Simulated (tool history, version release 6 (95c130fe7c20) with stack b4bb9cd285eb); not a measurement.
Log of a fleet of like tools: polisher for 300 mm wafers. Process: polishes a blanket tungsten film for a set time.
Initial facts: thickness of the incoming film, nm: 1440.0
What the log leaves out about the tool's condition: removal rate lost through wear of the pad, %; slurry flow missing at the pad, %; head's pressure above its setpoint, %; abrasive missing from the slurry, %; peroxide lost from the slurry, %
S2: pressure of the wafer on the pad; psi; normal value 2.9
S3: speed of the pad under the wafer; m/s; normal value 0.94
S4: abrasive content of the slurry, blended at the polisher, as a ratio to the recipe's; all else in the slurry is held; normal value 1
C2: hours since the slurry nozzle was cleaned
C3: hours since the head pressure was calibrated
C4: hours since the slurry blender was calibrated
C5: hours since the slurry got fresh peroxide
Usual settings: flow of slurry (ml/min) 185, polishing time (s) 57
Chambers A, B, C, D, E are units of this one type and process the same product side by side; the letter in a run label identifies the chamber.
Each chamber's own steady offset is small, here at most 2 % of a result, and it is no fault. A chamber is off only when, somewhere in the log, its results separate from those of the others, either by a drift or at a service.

At hour 4: chamber B: slurry tank refilled with fresh slurry and peroxide.
Run 1A, hour 7.4: usual settings; wafers polished on this pad 907; C2 67.9; C3 604.5; C4 271.9; C5 22.4. Result: film removed (angstrom) 1611.1.
At hour 17: chamber B: worn pad replaced by a new one.
At hour 17.9: chamber E: worn pad replaced by a new one.
At hour 20.1: chamber D: worn pad replaced by a new one.
Run 2D, hour 21.2: usual settings; wafers polished on this pad 9; C2 334.6; C3 815.3; C4 256.8; C5 78.4. Result: film removed (angstrom) 1597.3.
Run 3C, hour 29.8: usual settings; wafers polished on this pad 818; C2 195; C3 676.5; C4 137.4; C5 102.2. Result: film removed (angstrom) 1608.
At hour 36.8: chamber B: slurry nozzle cleaned.
At hour 41.3: chamber C: slurry tank refilled with fresh slurry and peroxide.
Run 4E, hour 41.3: usual settings; wafers polished on this pad 197; C2 220.2; C3 259.2; C4 133.9; C5 124.6. Result: film removed (angstrom) 1635.3.
At hour 44.8: chamber B: slurry blender recalibrated.
At hour 45.2: chamber E: slurry blender recalibrated.
At hour 48.1: chamber B: head pressure recalibrated.
Run 5B, hour 50: usual settings; wafers polished on this pad 278; C2 13.3; C3 2; C4 5.3; C5 46. Result: film removed (angstrom) 1601.3.
Run 6E, hour 59.9: usual settings but S3 0.64 m/s, polishing time (s) 48; wafers polished on this pad 354; C2 238.8; C3 277.8; C4 14.8; C5 143.2. Result: film removed (angstrom) 926.15.
At hour 68.3: chamber A: slurry blender recalibrated.
Run 7A, hour 73.9: usual settings but S3 0.64 m/s, polishing time (s) 48; wafers polished on this pad 1468; C2 134.4; C3 671; C4 5.6; C5 88.9. Result: film removed (angstrom) 928.58.
At hour 74.1: chamber D: head pressure recalibrated.
At hour 79.7: chamber E: slurry tank refilled with fresh slurry and peroxide.
At hour 81.9: chamber C: worn pad replaced by a new one.
At hour 83.6: chamber A: worn pad replaced by a new one.
Run 8B, hour 84.1: usual settings but S3 0.64 m/s, polishing time (s) 48; wafers polished on this pad 566; C2 47.4; C3 36.1; C4 39.4; C5 80.1. Result: film removed (angstrom) 935.73.
Run 9C, hour 94.5: usual settings but S3 0.64 m/s, polishing time (s) 48; wafers polished on this pad 106; C2 259.7; C3 741.2; C4 202.1; C5 53.2. Result: film removed (angstrom) 941.53.
At hour 97.3: chamber D: worn pad replaced by a new one.
Run 10D, hour 105.9: usual settings but S3 0.64 m/s, polishing time (s) 48; wafers polished on this pad 72; C2 419.3; C3 31.8; C4 341.5; C5 163.1. Result: film removed (angstrom) 919.83.
Run 11B, hour 119.5: usual settings; wafers polished on this pad 864; C2 82.8; C3 71.5; C4 74.8; C5 115.5. Result: film removed (angstrom) 1600.
Run 12D, hour 129: usual settings; wafers polished on this pad 267; C2 442.4; C3 54.9; C4 364.6; C5 186.2. Result: film removed (angstrom) 1602.6.
At hour 134.4: chamber D: slurry blender recalibrated.
Run 13A, hour 143.3: usual settings; wafers polished on this pad 504; C2 203.8; C3 740.4; C4 75; C5 158.3. Result: film removed (angstrom) 1663.6.
At hour 144.4: chamber E: head pressure recalibrated.
Run 14E, hour 155.2: usual settings; wafers polished on this pad 1158; C2 334.1; C3 10.8; C4 110.1; C5 75.6. Result: film removed (angstrom) 1553.7.
At hour 162.3: chamber C: slurry tank refilled with fresh slurry and peroxide.
At hour 167: chamber B: worn pad replaced by a new one.
Run 15C, hour 168.6: usual settings; wafers polished on this pad 731; C2 333.8; C3 815.3; C4 276.2; C5 6.4. Result: film removed (angstrom) 1651.7.
At hour 177: chamber D: slurry nozzle cleaned.
Run 16A, hour 178.8: usual settings; wafers polished on this pad 803; C2 239.3; C3 775.9; C4 110.5; C5 193.8. Result: film removed (angstrom) 1603.7.
At hour 181.6: chamber E: worn pad replaced by a new one.
At hour 182.2: chamber E: slurry blender recalibrated.
At hour 183.8: chamber A: head pressure recalibrated.
At hour 184.4: chamber B: slurry tank refilled with fresh slurry and peroxide.
At hour 191.2: chamber C: slurry blender recalibrated.
Run 17B, hour 191.2: usual settings; wafers polished on this pad 204; C2 154.5; C3 143.2; C4 146.5; C5 6.9. Result: film removed (angstrom) 1638.7.
At hour 194.2: chamber A: slurry tank refilled with fresh slurry and peroxide.
At hour 197.2: chamber D: worn pad replaced by a new one.
Run 18C, hour 204.3: usual settings; wafers polished on this pad 1032; C2 369.5; C3 851; C4 13.1; C5 42.1. Result: film removed (angstrom) 1602.5.
Run 19E, hour 213.4: usual settings; wafers polished on this pad 268; C2 392.3; C3 69; C4 31.3; C5 133.8. Result: film removed (angstrom) 1593.8.
At hour 214.3: chamber C: worn pad replaced by a new one.
Run 20D, hour 226.6: usual settings; wafers polished on this pad 248; C2 49.7; C3 152.5; C4 92.3; C5 283.8. Result: film removed (angstrom) 1557.8.
At hour 231.3: chamber A: worn pad replaced by a new one.
Run 21C, hour 237.4: usual settings; wafers polished on this pad 195; C2 402.6; C3 884.1; C4 46.2; C5 75.2. Result: film removed (angstrom) 1620.8.
Run 22B, hour 244.7: usual settings; wafers polished on this pad 655; C2 208; C3 196.7; C4 200; C5 60.4. Result: film removed (angstrom) 1596.9.
At hour 256.9: chamber B: slurry blender recalibrated.
Run 23D, hour 258.8: usual settings; wafers polished on this pad 520; C2 81.9; C3 184.7; C4 124.5; C5 316. Result: film removed (angstrom) 1568.6.
At hour 260.9: chamber E: slurry tank refilled with fresh slurry and peroxide.
Run 24E, hour 272.6: usual settings; wafers polished on this pad 768; C2 451.5; C3 128.2; C4 90.5; C5 11.7. Result: film removed (angstrom) 1611.5.
Run 25A, hour 283: usual settings but S2 3.6 psi; wafers polished on this pad 437; C2 343.5; C3 99.2; C4 214.7; C5 88.9. Result: film removed (angstrom) 2059.5.
At hour 284.1: chamber C: slurry tank refilled with fresh slurry and peroxide.
At hour 294.2: chamber D: worn pad replaced by a new one.
Run 26D, hour 296.1: usual settings but S2 3.6 psi; wafers polished on this pad 16; C2 119.2; C3 222; C4 161.8; C5 353.3. Result: film removed (angstrom) 1897.6.
At hour 300: chamber E: slurry blender recalibrated.
At hour 302.7: chamber C: slurry nozzle cleaned.
Run 27E, hour 303.5: usual settings but S2 3.6 psi; wafers polished on this pad 1029; C2 482.4; C3 159.1; C4 3.6; C5 42.6. Result: film removed (angstrom) 1981.6.
Run 28B, hour 318.1: usual settings but S2 3.6 psi; wafers polished on this pad 1274; C2 281.4; C3 270.1; C4 61.3; C5 133.8. Result: film removed (angstrom) 2018.4.
Run 29A, hour 326.6: usual settings but S2 3.6 psi; wafers polished on this pad 804; C2 387.1; C3 142.8; C4 258.3; C5 132.5. Result: film removed (angstrom) 2079.3.
Run 30C, hour 335.4: usual settings; wafers polished on this pad 1021; C2 32.7; C3 982.1; C4 144.2; C5 51.3. Result: film removed (angstrom) 1602.
At hour 339.4: chamber E: worn pad replaced by a new one.
At hour 343: chamber B: slurry tank refilled with fresh slurry and peroxide.
Run 31D, hour 348.6: usual settings; wafers polished on this pad 459; C2 171.7; C3 274.5; C4 214.3; C5 405.8. Result: film removed (angstrom) 1462.
Run 32A, hour 358.9: usual settings but S3 0.64 m/s; wafers polished on this pad 1077; C2 419.4; C3 175.1; C4 290.6; C5 164.8. Result: film removed (angstrom) 1112.4.
At hour 362: chamber C: worn pad replaced by a new one.
At hour 365.9: chamber B: worn pad replaced by a new one.
Run 33E, hour 367.3: usual settings but S3 0.64 m/s; wafers polished on this pad 235; C2 546.2; C3 222.9; C4 67.4; C5 106.4. Result: film removed (angstrom) 1073.7.
At hour 373.5: chamber A: slurry nozzle cleaned.
At hour 381.3: chamber D: worn pad replaced by a new one.
Run 34B, hour 381.7: usual settings but S3 0.64 m/s; wafers polished on this pad 133; C2 345; C3 333.7; C4 124.9; C5 38.8. Result: film removed (angstrom) 1117.7.
At hour 386.8: chamber A: slurry tank refilled with fresh slurry and peroxide.
Run 35C, hour 390.8: usual settings but S3 0.64 m/s; wafers polished on this pad 243; C2 88.1; C3 1037.5; C4 199.6; C5 106.7. Result: film removed (angstrom) 1089.1.
Run 36A, hour 398.1: usual settings but S3 0.64 m/s; wafers polished on this pad 1408; C2 24.6; C3 214.3; C4 329.8; C5 11.3. Result: film removed (angstrom) 1124.8.
At hour 409.1: chamber C: slurry tank refilled with fresh slurry and peroxide.
Run 37E, hour 412.6: usual settings; wafers polished on this pad 618; C2 591.5; C3 268.2; C4 112.7; C5 151.7. Result: film removed (angstrom) 1590.8.
Run 38C, hour 422.3: usual settings; wafers polished on this pad 509; C2 119.6; C3 1069; C4 231.1; C5 13.2. Result: film removed (angstrom) 1658.
Run 39B, hour 435.6: usual settings; wafers polished on this pad 588; C2 398.9; C3 387.6; C4 178.8; C5 92.7. Result: film removed (angstrom) 1611.1.
Run 40D, hour 443.6: usual settings; wafers polished on this pad 525; C2 266.7; C3 369.5; C4 309.3; C5 500.8. Result: film removed (angstrom) 1386.

Next, all 5 chambers run the settings below, one line each with question marks for the results. What does each chamber give?
Run 41A, hour 454.3: usual settings. Result: film removed (angstrom) ?.
Run 41B, hour 454.3: usual settings. Result: film removed (angstrom) ?.
Run 41C, hour 454.3: usual settings. Result: film removed (angstrom) ?.
Run 41D, hour 454.3: usual settings. Result: film removed (angstrom) ?.
Run 41E, hour 454.3: usual settings. Result: film removed (angstrom) ?.

run  film removed (angstrom)
41A                   1610.7
41B                   1640.4
41C                   1597.5
41D                     1400
41E                   1602.5
